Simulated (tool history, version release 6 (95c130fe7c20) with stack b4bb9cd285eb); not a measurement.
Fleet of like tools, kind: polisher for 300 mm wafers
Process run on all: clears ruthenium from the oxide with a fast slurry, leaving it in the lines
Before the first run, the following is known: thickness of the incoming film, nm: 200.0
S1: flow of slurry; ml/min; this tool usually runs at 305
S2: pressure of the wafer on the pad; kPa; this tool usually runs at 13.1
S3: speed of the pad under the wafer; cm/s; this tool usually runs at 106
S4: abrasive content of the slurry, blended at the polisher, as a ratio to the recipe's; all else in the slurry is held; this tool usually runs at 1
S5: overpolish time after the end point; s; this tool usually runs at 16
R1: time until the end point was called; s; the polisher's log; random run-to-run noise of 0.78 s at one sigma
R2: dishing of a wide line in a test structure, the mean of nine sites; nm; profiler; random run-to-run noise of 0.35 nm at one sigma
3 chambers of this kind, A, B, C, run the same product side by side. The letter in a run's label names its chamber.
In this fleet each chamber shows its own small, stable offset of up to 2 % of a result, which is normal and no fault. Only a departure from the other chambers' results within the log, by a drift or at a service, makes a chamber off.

{"run": "1A", "day": 0.396, "S1": 305, "S2": 13.1, "S3": 106, "S4": 1, "S5": 16, "R1": 83.964, "R2": 32.824}
{"run": "2B", "day": 0.862, "S1": 305, "S2": 13.1, "S3": 106, "S4": 1, "S5": 16, "R1": 81.653, "R2": 33.235}
{"day": 0.883, "done": "chamber B: worn pad replaced by a new one"}
{"run": "3C", "day": 1.35, "S1": 305, "S2": 13.1, "S3": 106, "S4": 1, "S5": 16, "R1": 84.303, "R2": 33.082}
{"run": "4B", "day": 1.85, "S1": 305, "S2": 13.1, "S3": 106, "S4": 1, "S5": 16, "R1": 81.474, "R2": 33.438}
{"day": 2.304, "done": "chamber A: head pressure recalibrated"}
{"day": 2.392, "done": "chamber A: slurry nozzle cleaned"}
{"run": "5A", "day": 2.396, "S1": 305, "S2": 13.1, "S3": 106, "S4": 1, "S5": 16, "R1": 83.266, "R2": 33.092}
{"run": "6C", "day": 2.912, "S1": 305, "S2": 13.1, "S3": 106, "S4": 1, "S5": 16, "R1": 84.418, "R2": 33.663}
{"run": "7C", "day": 3.175, "S1": 305, "S2": 13.1, "S3": 106, "S4": 1, "S5": 16, "R1": 82.618, "R2": 33.315}
{"run": "8A", "day": 3.717, "S1": 305, "S2": 13.1, "S3": 106, "S4": 1, "S5": 16, "R1": 82.923, "R2": 32.824}
{"run": "9B", "day": 4.038, "S1": 305, "S2": 13.1, "S3": 106, "S4": 1, "S5": 16, "R1": 82.269, "R2": 33.398}
{"run": "10C", "day": 4.442, "S1": 305, "S2": 13.1, "S3": 106, "S4": 1, "S5": 16, "R1": 83.253, "R2": 33.729}
{"day": 4.767, "done": "chamber A: worn pad replaced by a new one"}
{"day": 4.775, "done": "chamber C: worn pad replaced by a new one"}
{"run": "11A", "day": 4.992, "S1": 305, "S2": 13.1, "S3": 106, "S4": 1, "S5": 16, "R1": 81.554, "R2": 33.163}
{"run": "12B", "day": 5.367, "S1": 305, "S2": 13.1, "S3": 106, "S4": 1, "S5": 16, "R1": 81.163, "R2": 33.441}
{"day": 5.604, "done": "chamber B: worn pad replaced by a new one"}
{"day": 5.788, "done": "chamber B: slurry blender recalibrated"}
{"run": "13B", "day": 5.862, "S1": 305, "S2": 13.1, "S3": 106, "S4": 1, "S5": 16, "R1": 82.206, "R2": 33.437}
{"day": 6.217, "done": "chamber C: slurry blender recalibrated"}
{"run": "14C", "day": 6.333, "S1": 305, "S2": 13.1, "S3": 106, "S4": 1, "S5": 16, "R1": 81.982, "R2": 33.755}
{"run": "15A", "day": 6.704, "S1": 305, "S2": 13.1, "S3": 106, "S4": 1, "S5": 16, "R1": 82.785, "R2": 33.306}
{"run": "16B", "day": 7.054, "S1": 305, "S2": 13.1, "S3": 118, "S4": 0.85, "S5": 16, "R1": 80.765, "R2": 33.64}
{"run": "17A", "day": 7.333, "S1": 305, "S2": 13.1, "S3": 118, "S4": 0.85, "S5": 16, "R1": 81.679, "R2": 34.053}
{"run": "18C", "day": 7.608, "S1": 305, "S2": 13.1, "S3": 118, "S4": 0.85, "S5": 16, "R1": 80.158, "R2": 34.935}
{"run": "19A", "day": 8.1, "S1": 305, "S2": 13.1, "S3": 106, "S4": 1, "S5": 16, "R1": 81.923, "R2": 32.989}
{"run": "20B", "day": 8.558, "S1": 305, "S2": 13.1, "S3": 106, "S4": 1, "S5": 16, "R1": 81.174, "R2": 33.08}
{"run": "21C", "day": 9.029, "S1": 305, "S2": 13.1, "S3": 106, "S4": 1, "S5": 16, "R1": 82.731, "R2": 34.462}

Each of the 3 chambers runs these same settings next. Fill in every chamber's results:
{"run": "22A", "day": 9.454, "S1": 305, "S2": 13.1, "S3": 106, "S4": 1, "S5": 16, "R1": "?", "R2": "?"}
{"run": "22B", "day": 9.454, "S1": 305, "S2": 13.1, "S3": 106, "S4": 1, "S5": 16, "R1": "?", "R2": "?"}
{"run": "22C", "day": 9.454, "S1": 305, "S2": 13.1, "S3": 106, "S4": 1, "S5": 16, "R1": "?", "R2": "?"}

run=22A R1=82.817 R2=33.551
run=22B R1=81.291 R2=33.185
run=22C R1=80.984 R2=33.408
